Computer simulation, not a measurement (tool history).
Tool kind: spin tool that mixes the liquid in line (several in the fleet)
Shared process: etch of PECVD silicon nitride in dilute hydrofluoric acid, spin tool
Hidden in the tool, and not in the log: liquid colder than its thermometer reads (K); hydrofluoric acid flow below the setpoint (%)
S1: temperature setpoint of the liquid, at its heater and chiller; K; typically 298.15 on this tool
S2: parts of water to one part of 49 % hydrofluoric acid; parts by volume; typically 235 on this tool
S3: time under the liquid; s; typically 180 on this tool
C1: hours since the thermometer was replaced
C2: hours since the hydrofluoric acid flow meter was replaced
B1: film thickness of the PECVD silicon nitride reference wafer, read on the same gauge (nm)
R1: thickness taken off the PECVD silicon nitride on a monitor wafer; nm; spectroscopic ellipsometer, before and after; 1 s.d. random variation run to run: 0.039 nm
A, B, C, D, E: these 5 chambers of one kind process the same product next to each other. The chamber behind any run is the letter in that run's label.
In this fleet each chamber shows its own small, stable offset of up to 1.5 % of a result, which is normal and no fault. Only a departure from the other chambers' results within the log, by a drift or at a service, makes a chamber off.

run 1B hour=5.4 | S1=298.15 S2=235 S3=180 | C1=1103.1 C2=594.1 | B1=80.003 | R1=3.2452
run 2D hour=8.2 | S1=298.15 S2=235 S3=180 | C1=1120.1 C2=404.5 | B1=79.994 | R1=3.1863
run 3A hour=11.7 | S1=298.15 S2=235 S3=180 | C1=466.2 C2=2077.7 | B1=79.988 | R1=3.1847
run 4E hour=15.8 | S1=298.15 S2=235 S3=180 | C1=122.8 C2=52.9 | B1=79.997 | R1=3.2014
run 5C hour=19.9 | S1=298.15 S2=235 S3=180 | C1=537.5 C2=73.1 | B1=79.993 | R1=3.2222
run 6A hour=22.7 | S1=298.15 S2=235 S3=180 | C1=477.2 C2=2088.7 | B1=80.026 | R1=3.2090
run 7B hour=26.9 | S1=298.15 S2=235 S3=180 | C1=1124.6 C2=615.6 | B1=79.991 | R1=3.2128
run 8C hour=32.5 | S1=298.15 S2=235 S3=180 | C1=550.1 C2=85.7 | B1=80.011 | R1=3.2592
run 9E hour=37.9 | S1=298.15 S2=235 S3=180 | C1=144.9 C2=75.0 | B1=79.985 | R1=3.1946
run 10D hour=41.6 | S1=298.15 S2=235 S3=180 | C1=1153.5 C2=437.9 | B1=79.989 | R1=3.1925
run 11A hour=47.3 | S1=298.15 S2=235 S3=285 | C1=501.8 C2=2113.3 | B1=79.984 | R1=5.1144
run 12E hour=51.1 | S1=298.15 S2=235 S3=285 | C1=158.1 C2=88.2 | B1=79.977 | R1=5.1354
run 13C hour=56.4 | S1=298.15 S2=235 S3=285 | C1=574.0 C2=109.6 | B1=80.019 | R1=5.1543
run 14B hour=61.5 | S1=298.15 S2=235 S3=285 | C1=1159.2 C2=650.2 | B1=80.001 | R1=5.1385
run 15D hour=66.1 | S1=298.15 S2=235 S3=285 | C1=1178.0 C2=462.4 | B1=80.013 | R1=4.8464
run 16D hour=70.5 | S1=298.15 S2=235 S3=180 | C1=1182.4 C2=466.8 | B1=79.982 | R1=3.0607
run 17E hour=74.2 | S1=298.15 S2=235 S3=180 | C1=181.2 C2=111.3 | B1=79.982 | R1=3.1217
run 18B hour=76.9 | S1=298.15 S2=235 S3=180 | C1=1174.6 C2=665.6 | B1=79.966 | R1=3.2868
run 19A hour=82.6 | S1=298.15 S2=235 S3=180 | C1=537.1 C2=2148.6 | B1=80.000 | R1=3.2150
run 20C hour=86.9 | S1=298.15 S2=235 S3=180 | C1=604.5 C2=140.1 | B1=79.982 | R1=3.1917
run 21C hour=91.5 | S1=296.15 S2=345 S3=180 | C1=609.1 C2=144.7 | B1=80.031 | R1=1.9460
run 22A hour=96.7 | S1=296.15 S2=345 S3=180 | C1=551.2 C2=2162.7 | B1=80.011 | R1=1.9567
run 23E hour=99.5 | S1=296.15 S2=345 S3=180 | C1=206.5 C2=136.6 | B1=79.984 | R1=1.9005
run 24B hour=105.2 | S1=296.15 S2=345 S3=180 | C1=1202.9 C2=693.9 | B1=80.038 | R1=1.9485
run 25D hour=110.1 | S1=296.15 S2=345 S3=180 | C1=1222.0 C2=506.4 | B1=80.003 | R1=1.8230
run 26B hour=113.8 | S1=298.15 S2=235 S3=180 | C1=1211.5 C2=702.5 | B1=80.048 | R1=3.2648
run 27C hour=118.5 | S1=301.15 S2=235 S3=285 | C1=636.1 C2=171.7 | B1=80.036 | R1=6.0469
run 28D hour=122.7 | S1=301.15 S2=235 S3=285 | C1=1234.6 C2=519.0 | B1=80.040 | R1=5.6351
run 29E hour=128.3 | S1=301.15 S2=235 S3=285 | C1=235.3 C2=165.4 | B1=79.999 | R1=6.0637
run 30A hour=132.6 | S1=301.15 S2=235 S3=285 | C1=587.1 C2=2198.6 | B1=79.981 | R1=6.0634
run 31B hour=136.4 | S1=301.15 S2=235 S3=285 | C1=1234.1 C2=725.1 | B1=80.041 | R1=6.0798
run 32C hour=141.4 | S1=298.15 S2=235 S3=180 | C1=659.0 C2=194.6 | B1=79.997 | R1=3.2095
run 33D hour=147.2 | S1=298.15 S2=150 S3=230 | C1=1259.1 C2=543.5 | B1=79.991 | R1=5.8564
run 34E hour=151.5 | S1=298.15 S2=150 S3=230 | C1=258.5 C2=188.6 | B1=79.992 | R1=6.5690

What goes on in this fleet: one chamber off, a drifting gauge, or nothing beyond the chambers' own small offsets? Name the chamber and the cause, if any.

Little by little, chamber D moves away from the other chambers.
What lies behind it: liquid colder than its thermometer reads (K) = 1.74.
The log may not tell that from: hydrofluoric acid flow below the setpoint (%).

Which of the 4 candidates below, each the usual settings with something changed and its results left as question marks, puts chamber D back in line with what the other chambers give on the usual settings?
Maximum distance from the other chambers' mean on the usual settings for a result to count as in line: R1 0.1400 nm
run 35D-1 hour=156.1 | S1=298.15 S2=245 S3=180 | R1=?
run 35D-2 hour=156.1 | S1=298.15 S2=225 S3=180 | R1=?
run 35D-3 hour=156.1 | S1=298.15 S2=225 S3=190 | R1=?
run 35D-4 hour=156.1 | S1=298.15 S2=260 S3=180 | R1=?

Usual-settings mean across the other chambers: R1 3.2004 nm
run=35D-1 R1=2.7161
run=35D-2 R1=2.9504
run=35D-3 R1=3.1143
run=35D-4 R1=2.5637
Change 35D-3 lands the chamber within the allowed miss of the other chambers.

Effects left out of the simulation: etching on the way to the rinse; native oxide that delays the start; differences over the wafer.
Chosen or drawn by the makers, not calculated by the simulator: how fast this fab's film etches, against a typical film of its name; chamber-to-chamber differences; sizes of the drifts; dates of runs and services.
